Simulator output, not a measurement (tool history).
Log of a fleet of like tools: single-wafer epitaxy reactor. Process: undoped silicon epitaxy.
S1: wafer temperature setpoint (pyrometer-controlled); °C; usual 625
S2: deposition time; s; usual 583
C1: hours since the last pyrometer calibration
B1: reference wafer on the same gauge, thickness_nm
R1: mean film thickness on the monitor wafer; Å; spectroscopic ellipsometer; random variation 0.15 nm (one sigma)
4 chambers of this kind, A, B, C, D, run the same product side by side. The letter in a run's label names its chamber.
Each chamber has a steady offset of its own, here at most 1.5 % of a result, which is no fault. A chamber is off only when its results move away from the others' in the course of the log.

run   hour   S1   S2      C1      B1      R1
 1B    5.2  625  583  1428.6  45.794  563.46
 2A   11.7  625  583   866.2  45.765  551.73
 3C   16.0  625  583  2851.2  45.826  559.65
 4D   20.0  625  583   762.2  45.800  556.60
 5C   26.7  625  583  2861.9  45.786  561.44
 6A   32.2  625  583   886.7  45.811  551.38
 7B   38.5  625  583  1461.9  45.797  559.33
 8D   43.9  625  583   786.1  45.783  554.96
 9B   51.0  625  583  1474.4  45.808  558.90
10C   54.6  625  583  2889.8  45.825  561.10
11A   58.2  625  583   912.7  45.785  550.51
12D   64.5  625  583   806.7  45.782  556.21
13B   71.9  625  583  1495.3  45.826  562.59
14A   77.8  625  583   932.3  45.744  552.15
15C   84.2  625  583  2919.4  45.776  563.60
16D   89.6  625  583   831.8  45.790  551.24
17C   96.1  625  583  2931.3  45.815  560.88
18B  103.7  625  583  1527.1  45.802  561.42
19A  109.2  625  583   963.7  45.787  550.13
     110.5  -- chamber C: pyrometer calibrated
20D  113.4  625  583   855.6  45.789  553.53
21A  120.0  625  531   974.5  45.834  502.92
22B  126.7  625  531  1550.1  45.785  515.51
23C  132.8  625  531    22.4  45.822  525.60
24D  139.8  625  531   882.0  45.769  507.35
25D  146.7  625  583   888.9  45.784  551.44
26B  150.5  625  583  1573.9  45.779  562.76
27C  157.4  625  583    47.0  45.804  576.04
28A  164.3  625  583  1018.8  45.801  551.09
29C  171.6  625  583    61.2  45.797  577.68
30B  177.3  625  583  1600.7  45.826  562.38
31D  184.8  625  583   927.0  45.787  555.65
32A  192.1  625  583  1046.6  45.779  551.55
33B  199.0  625  583  1622.4  45.792  562.78

All 4 chambers run these settings next. Forecast each chamber's results:
34A  204.5  633  583           ?
34B  204.5  633  583           ?
34C  204.5  633  583           ?
34D  204.5  633  583           ?

run      R1
34A  658.57
34B  674.70
34C  696.79
34D  664.69

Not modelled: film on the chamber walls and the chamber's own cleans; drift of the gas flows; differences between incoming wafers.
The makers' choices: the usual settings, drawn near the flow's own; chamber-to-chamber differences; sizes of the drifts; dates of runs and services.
